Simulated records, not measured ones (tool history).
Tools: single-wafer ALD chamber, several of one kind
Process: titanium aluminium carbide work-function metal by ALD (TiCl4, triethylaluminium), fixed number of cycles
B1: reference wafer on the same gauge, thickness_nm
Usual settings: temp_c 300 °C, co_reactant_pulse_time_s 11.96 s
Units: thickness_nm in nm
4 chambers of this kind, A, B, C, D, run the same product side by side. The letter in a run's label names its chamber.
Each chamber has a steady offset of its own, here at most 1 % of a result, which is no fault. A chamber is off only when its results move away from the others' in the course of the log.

Run 1D, hour 4.5: usual settings; B1 1.9213. Result: thickness_nm 2.0247 nm.
Run 2B, hour 8.7: usual settings; B1 1.9186. Result: thickness_nm 2.0613 nm.
Run 3A, hour 12.1: usual settings; B1 1.9208. Result: thickness_nm 2.0448 nm.
Run 4C, hour 16.9: usual settings; B1 1.9202. Result: thickness_nm 2.0205 nm.
Run 5C, hour 21.0: usual settings; B1 1.9208. Result: thickness_nm 2.0153 nm.
Run 6D, hour 24.9: usual settings but temp_c 310 °C, co_reactant_pulse_time_s 16.60 s; B1 1.9196. Result: thickness_nm 2.1458 nm.
Run 7B, hour 27.6: usual settings but temp_c 310 °C, co_reactant_pulse_time_s 16.60 s; B1 1.9205. Result: thickness_nm 2.1749 nm.
Run 8A, hour 32.3: usual settings but temp_c 310 °C, co_reactant_pulse_time_s 16.60 s; B1 1.9202. Result: thickness_nm 2.1454 nm.
Run 9D, hour 36.1: usual settings but temp_c 310 °C, co_reactant_pulse_time_s 16.60 s; B1 1.9194. Result: thickness_nm 2.1447 nm.
Run 10B, hour 41.5: usual settings but temp_c 288 °C, co_reactant_pulse_time_s 14.36 s; B1 1.9196. Result: thickness_nm 1.9655 nm.
Run 11C, hour 46.7: usual settings but temp_c 288 °C, co_reactant_pulse_time_s 14.36 s; B1 1.9202. Result: thickness_nm 1.9413 nm.
Run 12A, hour 51.6: usual settings but temp_c 288 °C, co_reactant_pulse_time_s 14.36 s; B1 1.9207. Result: thickness_nm 1.9511 nm.
Run 13A, hour 55.1: usual settings but temp_c 288 °C, co_reactant_pulse_time_s 14.36 s; B1 1.9205. Result: thickness_nm 1.9520 nm.
Run 14C, hour 58.4: usual settings; B1 1.9203. Result: thickness_nm 2.0209 nm.
Run 15D, hour 62.5: usual settings but temp_c 295 °C; B1 1.9191. Result: thickness_nm 1.9753 nm.
Run 16B, hour 67.9: usual settings but temp_c 295 °C; B1 1.9208. Result: thickness_nm 2.0053 nm.
Run 17A, hour 70.8: usual settings but temp_c 295 °C; B1 1.9201. Result: thickness_nm 1.9855 nm.
Run 18C, hour 76.7: usual settings but temp_c 295 °C; B1 1.9203. Result: thickness_nm 1.9612 nm.
Run 19B, hour 80.8: usual settings; B1 1.9208. Result: thickness_nm 2.0566 nm.
Run 20D, hour 85.2: usual settings; B1 1.9206. Result: thickness_nm 2.0190 nm.
Run 21A, hour 88.8: usual settings but co_reactant_pulse_time_s 14.75 s; B1 1.9200. Result: thickness_nm 2.0624 nm.
Run 22D, hour 93.4: usual settings but co_reactant_pulse_time_s 14.75 s; B1 1.9196. Result: thickness_nm 2.0468 nm.
Run 23C, hour 99.4: usual settings but co_reactant_pulse_time_s 14.75 s; B1 1.9195. Result: thickness_nm 2.0326 nm.
Run 24B, hour 104.7: usual settings but co_reactant_pulse_time_s 14.75 s; B1 1.9192. Result: thickness_nm 2.0681 nm.
Run 25C, hour 107.8: usual settings; B1 1.9207. Result: thickness_nm 2.0054 nm.
Run 26D, hour 110.7: usual settings; B1 1.9206. Result: thickness_nm 2.0334 nm.
Run 27A, hour 114.9: usual settings; B1 1.9204. Result: thickness_nm 2.0315 nm.
Run 28B, hour 118.3: usual settings; B1 1.9209. Result: thickness_nm 2.0469 nm.
Run 29B, hour 124.0: usual settings; B1 1.9208. Result: thickness_nm 2.0456 nm.
Run 30A, hour 128.8: usual settings; B1 1.9198. Result: thickness_nm 2.0473 nm.
Run 31C, hour 133.5: usual settings; B1 1.9189. Result: thickness_nm 1.9989 nm.
Run 32D, hour 138.0: usual settings; B1 1.9209. Result: thickness_nm 2.0264 nm.
Run 33C, hour 142.0: usual settings but temp_c 314 °C, co_reactant_pulse_time_s 7.41 s; B1 1.9197. Result: thickness_nm 1.9707 nm.
Run 34D, hour 145.5: usual settings but temp_c 314 °C, co_reactant_pulse_time_s 7.41 s; B1 1.9203. Result: thickness_nm 2.0271 nm.
Run 35B, hour 151.3: usual settings but temp_c 314 °C, co_reactant_pulse_time_s 7.41 s; B1 1.9205. Result: thickness_nm 2.0507 nm.
Run 36A, hour 154.7: usual settings but temp_c 314 °C, co_reactant_pulse_time_s 7.41 s; B1 1.9188. Result: thickness_nm 2.0146 nm.
At hour 158.5: chamber D: thermocouple changed; heater temperature recalibrated.
Run 37D, hour 159.8: usual settings; B1 1.9199. Result: thickness_nm 2.0233 nm.
Run 38B, hour 164.9: usual settings; B1 1.9210. Result: thickness_nm 2.0526 nm.

Next, every chamber runs the same settings. What will each give?
Run 39A, hour 169.2: usual settings but temp_c 287 °C. Result: thickness_nm ?.
Run 39B, hour 169.2: usual settings but temp_c 287 °C. Result: thickness_nm ?.
Run 39C, hour 169.2: usual settings but temp_c 287 °C. Result: thickness_nm ?.
Run 39D, hour 169.2: usual settings but temp_c 287 °C. Result: thickness_nm ?.

run  thickness_nm
39A        1.9211
39B        1.9311
39C        1.8812
39D        1.9143

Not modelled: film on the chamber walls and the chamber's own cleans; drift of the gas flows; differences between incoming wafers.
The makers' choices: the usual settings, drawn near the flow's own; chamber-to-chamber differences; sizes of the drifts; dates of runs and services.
